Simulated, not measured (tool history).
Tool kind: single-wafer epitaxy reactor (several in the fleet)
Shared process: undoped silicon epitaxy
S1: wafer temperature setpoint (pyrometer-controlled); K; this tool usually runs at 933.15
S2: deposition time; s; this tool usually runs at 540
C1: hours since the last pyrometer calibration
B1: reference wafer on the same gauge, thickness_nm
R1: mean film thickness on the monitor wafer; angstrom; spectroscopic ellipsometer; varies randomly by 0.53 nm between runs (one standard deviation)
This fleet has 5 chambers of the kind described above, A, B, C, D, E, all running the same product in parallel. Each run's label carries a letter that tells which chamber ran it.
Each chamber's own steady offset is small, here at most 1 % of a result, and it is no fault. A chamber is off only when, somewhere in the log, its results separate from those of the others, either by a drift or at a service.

{"run": "1C", "hour": 5.6, "S1": 933.15, "S2": 540, "C1": 1154.8, "B1": 129.14, "R1": 1126.5}
{"run": "2E", "hour": 16.9, "S1": 933.15, "S2": 540, "C1": 1826.4, "B1": 128.88, "R1": 1131.3}
{"run": "3A", "hour": 27.5, "S1": 933.15, "S2": 540, "C1": 2184.2, "B1": 128.93, "R1": 1116.3}
{"run": "4D", "hour": 40.1, "S1": 933.15, "S2": 540, "C1": 305.7, "B1": 128.94, "R1": 1129.1}
{"run": "5B", "hour": 53.0, "S1": 933.15, "S2": 540, "C1": 365.2, "B1": 128.85, "R1": 1118.8}
{"run": "6B", "hour": 60.8, "S1": 933.15, "S2": 540, "C1": 373.0, "B1": 128.84, "R1": 1124.9}
{"run": "7C", "hour": 72.9, "S1": 933.15, "S2": 540, "C1": 1222.1, "B1": 128.89, "R1": 1127.9}
{"run": "8A", "hour": 84.1, "S1": 933.15, "S2": 540, "C1": 2240.8, "B1": 129.05, "R1": 1113.7}
{"run": "9E", "hour": 96.9, "S1": 933.15, "S2": 540, "C1": 1906.4, "B1": 129.12, "R1": 1144.0}
{"run": "10D", "hour": 107.0, "S1": 933.15, "S2": 540, "C1": 372.6, "B1": 128.94, "R1": 1122.3}
{"run": "11C", "hour": 113.1, "S1": 921.15, "S2": 481, "C1": 1262.3, "B1": 129.04, "R1": 767.39}
{"run": "12D", "hour": 124.9, "S1": 921.15, "S2": 481, "C1": 390.5, "B1": 128.94, "R1": 771.22}
{"run": "13B", "hour": 131.5, "S1": 921.15, "S2": 481, "C1": 443.7, "B1": 128.91, "R1": 766.95}
{"run": "14E", "hour": 142.5, "S1": 921.15, "S2": 481, "C1": 1952.0, "B1": 129.13, "R1": 779.04}
{"run": "15A", "hour": 154.1, "S1": 921.15, "S2": 481, "C1": 2310.8, "B1": 128.98, "R1": 773.04}
{"run": "16A", "hour": 161.6, "S1": 944.15, "S2": 540, "C1": 2318.3, "B1": 128.94, "R1": 1409.3}
{"run": "17D", "hour": 168.0, "S1": 944.15, "S2": 540, "C1": 433.6, "B1": 128.98, "R1": 1425.5}
{"run": "18E", "hour": 178.0, "S1": 944.15, "S2": 540, "C1": 1987.5, "B1": 128.86, "R1": 1446.6}
{"run": "19B", "hour": 190.0, "S1": 944.15, "S2": 540, "C1": 502.2, "B1": 128.91, "R1": 1408.4}
{"run": "20C", "hour": 198.1, "S1": 944.15, "S2": 540, "C1": 1347.3, "B1": 129.09, "R1": 1422.1}
{"run": "21B", "hour": 209.9, "S1": 933.15, "S2": 540, "C1": 522.1, "B1": 128.93, "R1": 1113.9}
{"run": "22D", "hour": 216.6, "S1": 933.15, "S2": 484, "C1": 482.2, "B1": 128.8, "R1": 1007.2}
{"run": "23C", "hour": 226.3, "S1": 933.15, "S2": 484, "C1": 1375.5, "B1": 128.89, "R1": 1012.0}
{"run": "24E", "hour": 235.7, "S1": 933.15, "S2": 484, "C1": 2045.2, "B1": 128.95, "R1": 1016.8}
{"run": "25A", "hour": 245.3, "S1": 933.15, "S2": 484, "C1": 2402.0, "B1": 129.07, "R1": 1000.4}
{"run": "26A", "hour": 255.6, "S1": 933.15, "S2": 484, "C1": 2412.3, "B1": 128.92, "R1": 1001.6}
{"run": "27C", "hour": 268.4, "S1": 933.15, "S2": 540, "C1": 1417.6, "B1": 128.98, "R1": 1131.9}
{"run": "28E", "hour": 274.9, "S1": 939.15, "S2": 644, "C1": 2084.4, "B1": 128.97, "R1": 1552.2}
{"run": "29D", "hour": 284.1, "S1": 939.15, "S2": 644, "C1": 549.7, "B1": 129.07, "R1": 1519.1}
{"run": "30B", "hour": 294.9, "S1": 939.15, "S2": 644, "C1": 607.1, "B1": 128.97, "R1": 1511.7}
{"run": "31E", "hour": 307.7, "S1": 939.15, "S2": 644, "C1": 2117.2, "B1": 129.05, "R1": 1540.5}
{"hour": 311.6, "done": "chamber A: pyrometer calibrated"}
{"run": "32D", "hour": 318.0, "S1": 939.15, "S2": 644, "C1": 583.6, "B1": 129.09, "R1": 1523.9}
{"run": "33C", "hour": 323.9, "S1": 933.15, "S2": 540, "C1": 1473.1, "B1": 129.08, "R1": 1129.1}
{"run": "34A", "hour": 329.8, "S1": 933.15, "S2": 540, "C1": 18.2, "B1": 128.97, "R1": 1117.8}
{"run": "35B", "hour": 341.0, "S1": 933.15, "S2": 540, "C1": 653.2, "B1": 128.97, "R1": 1119.3}
{"run": "36D", "hour": 348.2, "S1": 933.15, "S2": 540, "C1": 613.8, "B1": 128.82, "R1": 1128.1}
{"run": "37A", "hour": 359.0, "S1": 933.15, "S2": 540, "C1": 47.4, "B1": 129.16, "R1": 1107.6}
{"hour": 360.4, "done": "chamber E: pyrometer calibrated"}
{"run": "38B", "hour": 371.1, "S1": 933.15, "S2": 540, "C1": 683.3, "B1": 128.83, "R1": 1110.7}
{"run": "39E", "hour": 379.0, "S1": 933.15, "S2": 540, "C1": 18.6, "B1": 128.99, "R1": 1136.8}
{"run": "40C", "hour": 386.0, "S1": 933.15, "S2": 540, "C1": 1535.2, "B1": 129.06, "R1": 1132.3}
{"run": "41D", "hour": 392.4, "S1": 933.15, "S2": 540, "C1": 658.0, "B1": 128.85, "R1": 1114.7}
{"run": "42E", "hour": 402.6, "S1": 933.15, "S2": 540, "C1": 42.2, "B1": 128.99, "R1": 1135.4}
{"run": "43C", "hour": 414.1, "S1": 933.15, "S2": 540, "C1": 1563.3, "B1": 129.09, "R1": 1124.3}

Is one chamber out of step, is the gauge drifting, or do the chambers differ by no more than their own small offsets? For an off chamber, give its letter and the likeliest cause.

All chambers stay in line apart from their small fixed offsets, and the gauge does not drift.
